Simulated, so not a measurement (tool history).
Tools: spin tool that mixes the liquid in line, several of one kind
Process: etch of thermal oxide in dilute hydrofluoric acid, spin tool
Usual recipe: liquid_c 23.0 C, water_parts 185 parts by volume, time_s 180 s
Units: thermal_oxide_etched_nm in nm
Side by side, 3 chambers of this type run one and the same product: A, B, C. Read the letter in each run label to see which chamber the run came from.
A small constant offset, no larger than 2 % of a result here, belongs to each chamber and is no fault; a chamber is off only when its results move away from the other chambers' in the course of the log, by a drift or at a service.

| run | hour | liquid_c | water_parts | time_s | read-back film thickness of the thermal oxide reference wafer, read on the same gauge (nm) | thermal_oxide_etched_nm |
|---|---|---|---|---|---|---|
| 1A | 4.3 | 23.0 | 185 | 180 | 99.989 | 3.8254 |
| 2C | 7.8 | 23.0 | 185 | 180 | 99.982 | 3.8193 |
| 3B | 13.7 | 23.0 | 185 | 180 | 100.010 | 3.7682 |
| 4A | 19.4 | 23.0 | 185 | 180 | 99.998 | 3.9130 |
| 5C | 24.8 | 23.0 | 185 | 180 | 100.020 | 3.8949 |
| 6B | 28.9 | 23.0 | 185 | 180 | 100.010 | 3.6948 |
| 7B | 35.5 | 23.0 | 185 | 180 | 99.993 | 3.6890 |
| 8C | 41.4 | 23.0 | 185 | 180 | 100.010 | 3.9209 |
| 9A | 46.4 | 23.0 | 185 | 180 | 100.010 | 3.8086 |
| 10C | 49.6 | 23.0 | 185 | 180 | 100.020 | 3.8676 |
| 11A | 53.4 | 23.0 | 185 | 180 | 100.010 | 3.8294 |
| 12B | 56.9 | 23.0 | 185 | 180 | 100.020 | 3.5859 |
| 13C | 63.4 | 19.0 | 185 | 180 | 100.000 | 3.3700 |
| 14B | 69.0 | 19.0 | 185 | 180 | 99.980 | 3.0679 |
| 15A | 72.6 | 19.0 | 185 | 180 | 99.979 | 3.3411 |
| 16C | 77.1 | 23.0 | 185 | 180 | 100.010 | 3.8564 |
| 17A | 81.3 | 23.0 | 185 | 180 | 99.982 | 3.8086 |
| 18B | 85.2 | 23.0 | 185 | 180 | 100.010 | 3.5600 |
| 19A | 90.9 | 23.0 | 185 | 180 | 99.994 | 3.7961 |
| 20C | 94.6 | 23.0 | 185 | 180 | 99.982 | 3.9067 |
| 21B | 99.7 | 23.0 | 185 | 180 | 100.000 | 3.5435 |
| 22B | 105.1 | 20.5 | 185 | 180 | 100.000 | 3.1498 |
| 23C | 110.9 | 20.5 | 185 | 180 | 100.010 | 3.4900 |
| 24A | 115.5 | 20.5 | 185 | 180 | 99.999 | 3.5071 |
| 25C | 119.4 | 25.0 | 185 | 125 | 100.010 | 2.8800 |
| 26B | 125.8 | 25.0 | 185 | 125 | 99.977 | 2.5495 |
| 27A | 131.9 | 25.0 | 185 | 125 | 99.985 | 2.8464 |
| 28B | 136.3 | 23.0 | 185 | 180 | 99.997 | 3.3703 |
| 29C | 143.0 | 26.0 | 255 | 180 | 99.981 | 2.9017 |
| 30A | 149.2 | 26.0 | 255 | 180 | 100.020 | 2.8799 |
| 31C | 155.3 | 26.0 | 255 | 180 | 99.992 | 2.9339 |

Does one chamber stand apart from the rest, does the shared gauge drift, or is all well apart from small per-chamber offsets? Give the chamber and the most likely cause, where there is one.

One chamber, B, drifts off from the rest bit by bit.
Likeliest cause: hydrofluoric acid flow below the setpoint (%) = 10.1.

Which of the 4 candidates below, each the usual settings with something changed and its results left as question marks, puts chamber B back in line with what the other chambers give on the usual settings?
A result is in line if it is within this distance of the other chambers' mean on the usual settings: thermal_oxide_etched_nm 0.1200 nm
| 32B-1 | 160.2 | 23.0 | 195 | 165 |  | ? |
| 32B-2 | 160.2 | 23.0 | 165 | 205 |  | ? |
| 32B-3 | 160.2 | 23.0 | 230 | 180 |  | ? |
| 32B-4 | 160.2 | 23.0 | 175 | 195 |  | ? |

Mean of the other chambers on the usual settings: thermal_oxide_etched_nm 3.8476 nm
| run | thermal_oxide_etched_nm |
|---|---|
| 32B-1 | 2.8287 |
| 32B-2 | 4.3083 |
| 32B-3 | 2.5118 |
| 32B-4 | 3.8165 |
With 32B-4, the chamber falls back in line with the rest.
